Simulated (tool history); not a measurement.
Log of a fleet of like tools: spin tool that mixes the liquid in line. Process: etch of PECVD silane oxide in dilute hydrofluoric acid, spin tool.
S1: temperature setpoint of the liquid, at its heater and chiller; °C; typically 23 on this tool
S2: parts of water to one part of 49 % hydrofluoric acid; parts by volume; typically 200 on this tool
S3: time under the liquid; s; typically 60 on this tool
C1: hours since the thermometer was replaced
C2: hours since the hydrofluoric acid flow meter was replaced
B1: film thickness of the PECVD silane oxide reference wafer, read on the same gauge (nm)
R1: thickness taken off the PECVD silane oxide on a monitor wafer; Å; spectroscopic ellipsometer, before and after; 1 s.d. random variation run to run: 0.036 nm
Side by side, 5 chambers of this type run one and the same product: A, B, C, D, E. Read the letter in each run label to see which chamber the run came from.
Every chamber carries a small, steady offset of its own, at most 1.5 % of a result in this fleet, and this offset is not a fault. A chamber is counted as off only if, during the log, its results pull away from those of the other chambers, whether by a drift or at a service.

| run | hour | S1 | S2 | S3 | C1 | C2 | B1 | R1 |
|---|---|---|---|---|---|---|---|---|
| 1A | 3.8 | 23 | 200 | 60 | 230.9 | 523.6 | 129.99 | 83.015 |
| 2E | 11.5 | 23 | 200 | 60 | 1704.6 | 142.3 | 129.99 | 82.255 |
| 3B | 18.4 | 23 | 200 | 60 | 1734.6 | 188.2 | 130.02 | 81.512 |
|  | 22 | chamber A: hydrofluoric acid flow meter replaced |
| 4D | 25.5 | 23 | 200 | 60 | 2467.4 | 143.1 | 130.03 | 82.21 |
| 5C | 29.2 | 23 | 200 | 60 | 469.1 | 146.2 | 129.99 | 82.799 |
| 6D | 36.4 | 23 | 165 | 75 | 2478.3 | 154 | 129.98 | 128.28 |
| 7C | 43.1 | 23 | 165 | 75 | 483 | 160.1 | 130.02 | 130.3 |
| 8B | 50.3 | 23 | 165 | 75 | 1766.5 | 220.1 | 130 | 128.4 |
| 9E | 55.1 | 23 | 165 | 75 | 1748.2 | 185.9 | 130.02 | 128.79 |
| 10A | 62.5 | 23 | 165 | 75 | 289.6 | 40.6 | 130 | 129.97 |
| 11E | 70.3 | 23 | 200 | 60 | 1763.4 | 201.1 | 129.99 | 81.599 |
| 12D | 74.4 | 23 | 200 | 60 | 2516.3 | 192 | 129.98 | 81.578 |
| 13C | 80.9 | 23 | 200 | 85 | 520.8 | 197.9 | 130.03 | 116.26 |
| 14A | 86.7 | 23 | 200 | 85 | 313.8 | 64.8 | 129.97 | 117.42 |
| 15B | 92.6 | 23 | 200 | 85 | 1808.8 | 262.4 | 129.98 | 116.09 |
| 16D | 100.4 | 23 | 200 | 85 | 2542.3 | 218 | 129.99 | 115.97 |
| 17A | 107.8 | 23 | 200 | 85 | 334.9 | 85.9 | 129.97 | 116.99 |
| 18E | 111.5 | 23 | 200 | 60 | 1804.6 | 242.3 | 130.04 | 81.882 |
| 19B | 115.8 | 23 | 200 | 60 | 1832 | 285.6 | 129.99 | 81.463 |
| 20C | 120.9 | 23 | 200 | 60 | 560.8 | 237.9 | 130 | 81.888 |
| 21A | 124.3 | 23 | 200 | 60 | 351.4 | 102.4 | 130 | 82.738 |
| 22B | 128 | 23 | 120 | 45 | 1844.2 | 297.8 | 129.99 | 112.73 |
| 23D | 134.1 | 23 | 120 | 45 | 2576 | 251.7 | 129.98 | 112.9 |
| 24E | 141.2 | 23 | 120 | 45 | 1834.3 | 272 | 129.98 | 110.86 |
| 25C | 146.1 | 23 | 120 | 45 | 586 | 263.1 | 130.05 | 114.25 |
| 26B | 149.9 | 23 | 120 | 45 | 1866.1 | 319.7 | 129.98 | 113.53 |
| 27A | 154.9 | 23 | 200 | 60 | 382 | 133 | 129.98 | 82.332 |
| 28E | 162.4 | 23 | 200 | 60 | 1855.5 | 293.2 | 129.98 | 80.541 |
| 29D | 166.8 | 23 | 200 | 60 | 2608.7 | 284.4 | 130 | 82.332 |
| 30C | 171.3 | 19.5 | 200 | 60 | 611.2 | 288.3 | 130.05 | 71.733 |

One chamber off, gauge drift, or nothing amiss beyond the chambers' own small offsets? If it is a chamber, which one, and what is the likeliest cause?

Beyond each chamber's small constant offset nothing stands out, and the gauge stays steady.
